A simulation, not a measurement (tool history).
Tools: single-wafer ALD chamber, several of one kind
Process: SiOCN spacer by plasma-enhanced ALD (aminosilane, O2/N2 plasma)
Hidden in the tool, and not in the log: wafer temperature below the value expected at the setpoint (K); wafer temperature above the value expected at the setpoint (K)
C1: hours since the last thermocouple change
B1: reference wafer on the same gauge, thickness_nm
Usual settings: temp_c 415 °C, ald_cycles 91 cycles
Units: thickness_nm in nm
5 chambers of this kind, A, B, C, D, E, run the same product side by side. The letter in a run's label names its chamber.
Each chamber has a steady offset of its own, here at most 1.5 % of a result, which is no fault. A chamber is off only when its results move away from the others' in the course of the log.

Run 1B, hour 8.5: usual settings; C1 927.1; B1 5.6185. Result: thickness_nm 5.2275 nm.
Run 2D, hour 19.4: usual settings; C1 753.1; B1 5.618. Result: thickness_nm 5.2609 nm.
Run 3E, hour 34.6: usual settings; C1 1223.4; B1 5.6156. Result: thickness_nm 5.1737 nm.
Run 4C, hour 49.9: usual settings; C1 1191.5; B1 5.6154. Result: thickness_nm 5.2081 nm.
Run 5A, hour 61: usual settings; C1 890.7; B1 5.6148. Result: thickness_nm 5.2522 nm.
Run 6B, hour 76: usual settings; C1 994.6; B1 5.6137. Result: thickness_nm 5.2268 nm.
Run 7A, hour 85.1: usual settings; C1 914.8; B1 5.6145. Result: thickness_nm 5.2512 nm.
Run 8E, hour 94.4: usual settings; C1 1283.2; B1 5.6131. Result: thickness_nm 5.1799 nm.
Run 9D, hour 107.2: usual settings; C1 840.9; B1 5.6123. Result: thickness_nm 5.2541 nm.
Run 10C, hour 122.4: usual settings but temp_c 410 °C, ald_cycles 81 cycles; C1 1264; B1 5.6123. Result: thickness_nm 4.7066 nm.
Run 11B, hour 133.7: usual settings but temp_c 410 °C, ald_cycles 81 cycles; C1 1052.3; B1 5.6084. Result: thickness_nm 4.7304 nm.
Run 12E, hour 146: usual settings but temp_c 410 °C, ald_cycles 81 cycles; C1 1334.8; B1 5.6076. Result: thickness_nm 4.6844 nm.
Run 13D, hour 160.9: usual settings but temp_c 410 °C, ald_cycles 81 cycles; C1 894.6; B1 5.6068. Result: thickness_nm 4.7428 nm.
Run 14C, hour 171.3: usual settings but temp_c 410 °C, ald_cycles 81 cycles; C1 1312.9; B1 5.6045. Result: thickness_nm 4.702 nm.
Run 15A, hour 185.1: usual settings; C1 1014.8; B1 5.6064. Result: thickness_nm 5.2379 nm.
Run 16C, hour 194.4: usual settings; C1 1336; B1 5.6061. Result: thickness_nm 5.1973 nm.
Run 17A, hour 205: usual settings; C1 1034.7; B1 5.6047. Result: thickness_nm 5.2447 nm.
Run 18B, hour 219.2: usual settings; C1 1137.8; B1 5.6035. Result: thickness_nm 5.2162 nm.
Run 19E, hour 228.8: usual settings; C1 1417.6; B1 5.5996. Result: thickness_nm 5.1575 nm.
Run 20D, hour 239.3: usual settings; C1 973; B1 5.6004. Result: thickness_nm 5.2477 nm.
Run 21E, hour 254.3: usual settings but temp_c 420 °C; C1 1443.1; B1 5.5984. Result: thickness_nm 5.0763 nm.
Run 22A, hour 267: usual settings but temp_c 420 °C; C1 1096.7; B1 5.5993. Result: thickness_nm 5.1422 nm.
Run 23B, hour 282.3: usual settings but temp_c 420 °C; C1 1200.9; B1 5.5995. Result: thickness_nm 5.1347 nm.
Run 24C, hour 292: usual settings but temp_c 420 °C; C1 1433.6; B1 5.5956. Result: thickness_nm 5.102 nm.
Run 25D, hour 303.4: usual settings but temp_c 420 °C; C1 1037.1; B1 5.5964. Result: thickness_nm 5.1601 nm.
Run 26D, hour 311.1: usual settings; C1 1044.8; B1 5.5946. Result: thickness_nm 5.2561 nm.
Run 27A, hour 320.1: usual settings; C1 1149.8; B1 5.5944. Result: thickness_nm 5.2288 nm.
Run 28B, hour 328.1: usual settings; C1 1246.7; B1 5.5964. Result: thickness_nm 5.215 nm.
Run 29C, hour 342.7: usual settings; C1 1484.3; B1 5.5927. Result: thickness_nm 5.1824 nm.
Run 30E, hour 351.3: usual settings but temp_c 401 °C, ald_cycles 82 cycles; C1 1540.1; B1 5.5921. Result: thickness_nm 4.8448 nm.
Run 31C, hour 361.3: usual settings but temp_c 401 °C, ald_cycles 82 cycles; C1 1502.9; B1 5.5908. Result: thickness_nm 4.8854 nm.

What goes on in this fleet: one chamber off, a drifting gauge, or nothing beyond the chambers' own small offsets? Name the chamber and the cause, if any.

The gauge drifts, so all chambers seem to drift together. No chamber is off.
Cause: gauge reads low (%) = 0.53.
